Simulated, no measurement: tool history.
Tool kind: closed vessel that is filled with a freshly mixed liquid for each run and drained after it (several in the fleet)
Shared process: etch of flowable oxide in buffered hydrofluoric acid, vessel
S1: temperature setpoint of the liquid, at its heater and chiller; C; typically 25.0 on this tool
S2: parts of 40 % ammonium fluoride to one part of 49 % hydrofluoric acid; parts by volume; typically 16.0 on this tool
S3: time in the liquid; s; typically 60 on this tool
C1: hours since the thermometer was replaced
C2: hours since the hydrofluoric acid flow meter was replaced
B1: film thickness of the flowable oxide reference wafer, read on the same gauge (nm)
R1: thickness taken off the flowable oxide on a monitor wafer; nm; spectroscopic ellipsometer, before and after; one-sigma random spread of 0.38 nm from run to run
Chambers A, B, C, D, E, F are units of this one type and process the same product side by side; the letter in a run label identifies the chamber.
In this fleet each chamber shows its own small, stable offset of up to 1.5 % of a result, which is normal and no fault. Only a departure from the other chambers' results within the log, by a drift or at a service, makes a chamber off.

run	hour	S1	S2	S3	C1	C2	B1	R1
1F	7.0	25.0	16.0	60	2753.9	891.9	60.005	105.010
2A	13.4	25.0	16.0	60	496.9	340.4	60.004	104.760
3E	18.2	25.0	16.0	60	1985.7	142.0	59.996	104.760
4D	25.7	25.0	16.0	60	732.5	890.6	60.009	104.020
# hour 29.5: chamber D: thermometer replaced
5B	31.1	25.0	16.0	60	2135.8	245.7	59.986	104.620
6C	37.5	28.0	16.0	80	1471.7	1238.0	59.998	165.320
7E	42.6	28.0	16.0	80	2010.1	166.4	60.016	163.310
8D	52.0	28.0	16.0	80	22.6	916.9	59.992	163.270
9A	59.1	28.0	16.0	80	542.6	386.1	60.026	163.480
10F	65.0	28.0	16.0	80	2811.9	949.9	59.983	165.320
11B	71.5	28.0	16.0	80	2176.2	286.1	59.982	162.530
12C	79.7	25.0	16.0	60	1513.9	1280.2	60.023	105.320
13B	87.2	25.0	16.0	60	2191.9	301.8	60.007	104.240
14F	91.8	25.0	16.0	60	2838.7	976.7	60.003	105.670
15C	96.7	25.0	14.0	70	1530.9	1297.2	60.002	139.790
16A	102.1	25.0	14.0	70	585.6	429.1	59.986	139.470
17D	106.6	25.0	14.0	70	77.2	971.5	60.018	139.380
18E	115.0	25.0	14.0	70	2082.5	238.8	60.003	138.700
19B	122.3	25.0	14.0	70	2227.0	336.9	60.010	137.520
20E	132.4	25.0	14.0	70	2099.9	256.2	59.993	139.070
21D	140.8	25.0	16.0	60	111.4	1005.7	60.021	104.400
22C	147.9	25.0	16.0	60	1582.1	1348.4	60.004	105.190
23A	155.0	25.0	16.0	60	638.5	482.0	60.007	103.940
24F	164.0	25.0	16.0	60	2910.9	1048.9	59.986	105.380
25D	173.2	25.0	21.0	60	143.8	1038.1	60.015	80.307
26C	180.4	25.0	21.0	60	1614.6	1380.9	60.007	81.653
27A	185.7	25.0	21.0	60	669.2	512.7	60.006	81.182
28E	195.1	25.0	21.0	60	2162.6	318.9	59.990	81.965
29F	202.2	25.0	21.0	60	2949.1	1087.1	60.001	81.993
30B	209.0	25.0	21.0	60	2313.7	423.6	59.998	81.567
31E	215.8	25.0	16.0	60	2183.3	339.6	59.985	104.990
32B	225.1	25.0	19.5	60	2329.8	439.7	59.989	85.662
33F	234.3	25.0	19.5	60	2981.2	1119.2	59.995	86.288
34A	239.4	25.0	19.5	60	722.9	566.4	60.019	86.155
35D	247.1	25.0	19.5	60	217.7	1112.0	60.007	85.494
36C	254.2	25.0	19.5	60	1688.4	1454.7	59.979	86.826
37F	262.1	25.0	19.5	60	3009.0	1147.0	59.994	86.817
38A	270.0	25.0	16.0	60	753.5	597.0	60.016	103.970
39E	276.9	22.5	10.5	60	2244.4	400.7	60.006	137.020
40D	281.7	22.5	10.5	60	252.3	1146.6	60.014	138.640

Decide between three cases: one chamber stands off from its peers, the gauge reading all wafers drifts, or nothing is wrong past each chamber's small offset. Where a chamber is off, say which and what most likely put it there.

Neither any chamber nor the gauge drifts; the chambers differ only by their own small, steady offsets.
